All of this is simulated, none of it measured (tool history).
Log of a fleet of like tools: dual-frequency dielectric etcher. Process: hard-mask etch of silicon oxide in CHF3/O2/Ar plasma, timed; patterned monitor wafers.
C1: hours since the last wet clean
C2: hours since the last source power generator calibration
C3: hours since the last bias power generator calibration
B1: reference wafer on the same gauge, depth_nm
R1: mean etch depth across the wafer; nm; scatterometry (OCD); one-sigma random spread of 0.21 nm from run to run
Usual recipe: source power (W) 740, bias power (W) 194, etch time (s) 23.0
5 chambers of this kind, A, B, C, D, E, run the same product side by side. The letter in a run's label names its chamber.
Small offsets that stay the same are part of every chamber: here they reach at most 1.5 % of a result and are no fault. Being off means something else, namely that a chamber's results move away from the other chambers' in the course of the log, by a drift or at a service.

run 1B hour=5.2 | source_power_(W)=740 bias_power_(W)=194 etch_time_(s)=23.0 | C1=329.9 C2=1636.4 C3=3340.6 | B1=59.224 | R1=50.043
run 2D hour=9.3 | source_power_(W)=740 bias_power_(W)=194 etch_time_(s)=23.0 | C1=148.2 C2=219.2 C3=184.2 | B1=59.146 | R1=50.648
run 3C hour=16.5 | source_power_(W)=740 bias_power_(W)=194 etch_time_(s)=23.0 | C1=392.2 C2=1464.1 C3=1083.3 | B1=59.240 | R1=49.738
run 4E hour=24.3 | source_power_(W)=740 bias_power_(W)=194 etch_time_(s)=23.0 | C1=287.9 C2=1656.9 C3=1354.3 | B1=59.240 | R1=49.919
run 5A hour=30.9 | source_power_(W)=740 bias_power_(W)=194 etch_time_(s)=23.0 | C1=495.3 C2=1886.0 C3=1546.5 | B1=59.243 | R1=49.676
run 6C hour=36.5 | source_power_(W)=740 bias_power_(W)=194 etch_time_(s)=23.0 | C1=412.2 C2=1484.1 C3=1103.3 | B1=59.217 | R1=49.854
-- hour=42.0 chamber A: wet clean of the chamber
run 7A hour=42.4 | source_power_(W)=740 bias_power_(W)=194 etch_time_(s)=23.0 | C1=0.5 C2=1897.5 C3=1558.0 | B1=59.175 | R1=50.168
run 8E hour=51.1 | source_power_(W)=740 bias_power_(W)=167 etch_time_(s)=19.5 | C1=314.7 C2=1683.7 C3=1381.1 | B1=59.181 | R1=40.294
-- hour=52.6 chamber E: wet clean of the chamber
run 9D hour=56.1 | source_power_(W)=740 bias_power_(W)=167 etch_time_(s)=19.5 | C1=195.0 C2=266.0 C3=231.0 | B1=59.253 | R1=40.942
run 10B hour=60.2 | source_power_(W)=740 bias_power_(W)=167 etch_time_(s)=19.5 | C1=384.9 C2=1691.4 C3=3395.6 | B1=59.180 | R1=40.524
run 11E hour=65.9 | source_power_(W)=740 bias_power_(W)=167 etch_time_(s)=19.5 | C1=13.3 C2=1698.5 C3=1395.9 | B1=59.194 | R1=41.029
run 12A hour=70.9 | source_power_(W)=740 bias_power_(W)=167 etch_time_(s)=19.5 | C1=29.0 C2=1926.0 C3=1586.5 | B1=59.109 | R1=40.818
run 13D hour=75.6 | source_power_(W)=740 bias_power_(W)=194 etch_time_(s)=23.0 | C1=214.5 C2=285.5 C3=250.5 | B1=59.252 | R1=50.850
run 14C hour=82.6 | source_power_(W)=740 bias_power_(W)=194 etch_time_(s)=23.0 | C1=458.3 C2=1530.2 C3=1149.4 | B1=59.188 | R1=50.189
run 15B hour=90.2 | source_power_(W)=740 bias_power_(W)=194 etch_time_(s)=23.0 | C1=414.9 C2=1721.4 C3=3425.6 | B1=59.212 | R1=50.375
-- hour=91.8 chamber B: wet clean of the chamber
run 16A hour=96.6 | source_power_(W)=740 bias_power_(W)=194 etch_time_(s)=23.0 | C1=54.7 C2=1951.7 C3=1612.2 | B1=59.194 | R1=50.435
run 17C hour=101.0 | source_power_(W)=740 bias_power_(W)=194 etch_time_(s)=23.0 | C1=476.7 C2=1548.6 C3=1167.8 | B1=59.197 | R1=50.480
run 18B hour=110.0 | source_power_(W)=740 bias_power_(W)=194 etch_time_(s)=23.0 | C1=18.2 C2=1741.2 C3=3445.4 | B1=59.188 | R1=50.196
run 19D hour=114.5 | source_power_(W)=740 bias_power_(W)=194 etch_time_(s)=23.0 | C1=253.4 C2=324.4 C3=289.4 | B1=59.180 | R1=50.641
run 20E hour=121.9 | source_power_(W)=740 bias_power_(W)=194 etch_time_(s)=23.0 | C1=69.3 C2=1754.5 C3=1451.9 | B1=59.185 | R1=50.496
run 21C hour=130.9 | source_power_(W)=740 bias_power_(W)=194 etch_time_(s)=23.0 | C1=506.6 C2=1578.5 C3=1197.7 | B1=59.255 | R1=49.898
run 22E hour=138.3 | source_power_(W)=740 bias_power_(W)=194 etch_time_(s)=23.0 | C1=85.7 C2=1770.9 C3=1468.3 | B1=59.198 | R1=49.959
-- hour=139.5 chamber C: wet clean of the chamber
run 23D hour=143.7 | source_power_(W)=740 bias_power_(W)=194 etch_time_(s)=23.0 | C1=282.6 C2=353.6 C3=318.6 | B1=59.215 | R1=50.427
run 24B hour=149.2 | source_power_(W)=740 bias_power_(W)=194 etch_time_(s)=23.0 | C1=57.4 C2=1780.4 C3=3484.6 | B1=59.241 | R1=50.162
run 25A hour=158.3 | source_power_(W)=740 bias_power_(W)=194 etch_time_(s)=23.0 | C1=116.4 C2=2013.4 C3=1673.9 | B1=59.220 | R1=50.166
run 26A hour=167.3 | source_power_(W)=740 bias_power_(W)=194 etch_time_(s)=23.0 | C1=125.4 C2=2022.4 C3=1682.9 | B1=59.228 | R1=50.220
run 27D hour=171.3 | source_power_(W)=740 bias_power_(W)=194 etch_time_(s)=23.0 | C1=310.2 C2=381.2 C3=346.2 | B1=59.209 | R1=50.587
run 28C hour=176.6 | source_power_(W)=740 bias_power_(W)=194 etch_time_(s)=23.0 | C1=37.1 C2=1624.2 C3=1243.4 | B1=59.175 | R1=50.071
run 29E hour=180.7 | source_power_(W)=740 bias_power_(W)=194 etch_time_(s)=23.0 | C1=128.1 C2=1813.3 C3=1510.7 | B1=59.172 | R1=50.423
run 30B hour=186.9 | source_power_(W)=740 bias_power_(W)=194 etch_time_(s)=23.0 | C1=95.1 C2=1818.1 C3=3522.3 | B1=59.205 | R1=50.438
run 31D hour=196.0 | source_power_(W)=740 bias_power_(W)=194 etch_time_(s)=23.0 | C1=334.9 C2=405.9 C3=370.9 | B1=59.223 | R1=50.558
run 32A hour=200.9 | source_power_(W)=740 bias_power_(W)=194 etch_time_(s)=23.0 | C1=159.0 C2=2056.0 C3=1716.5 | B1=59.184 | R1=50.230
run 33C hour=209.4 | source_power_(W)=910 bias_power_(W)=177 etch_time_(s)=23.0 | C1=69.9 C2=1657.0 C3=1276.2 | B1=59.192 | R1=52.744
run 34B hour=215.2 | source_power_(W)=910 bias_power_(W)=177 etch_time_(s)=23.0 | C1=123.4 C2=1846.4 C3=3550.6 | B1=59.214 | R1=52.962
run 35E hour=222.4 | source_power_(W)=910 bias_power_(W)=177 etch_time_(s)=23.0 | C1=169.8 C2=1855.0 C3=1552.4 | B1=59.153 | R1=52.752
run 36D hour=229.5 | source_power_(W)=910 bias_power_(W)=177 etch_time_(s)=23.0 | C1=368.4 C2=439.4 C3=404.4 | B1=59.164 | R1=53.245

What goes on in this fleet: one chamber off, a drifting gauge, or nothing beyond the chambers' own small offsets? Name the chamber and the cause, if any.

Nothing is wrong: each chamber keeps only its own small, steady offset and the gauge holds still.
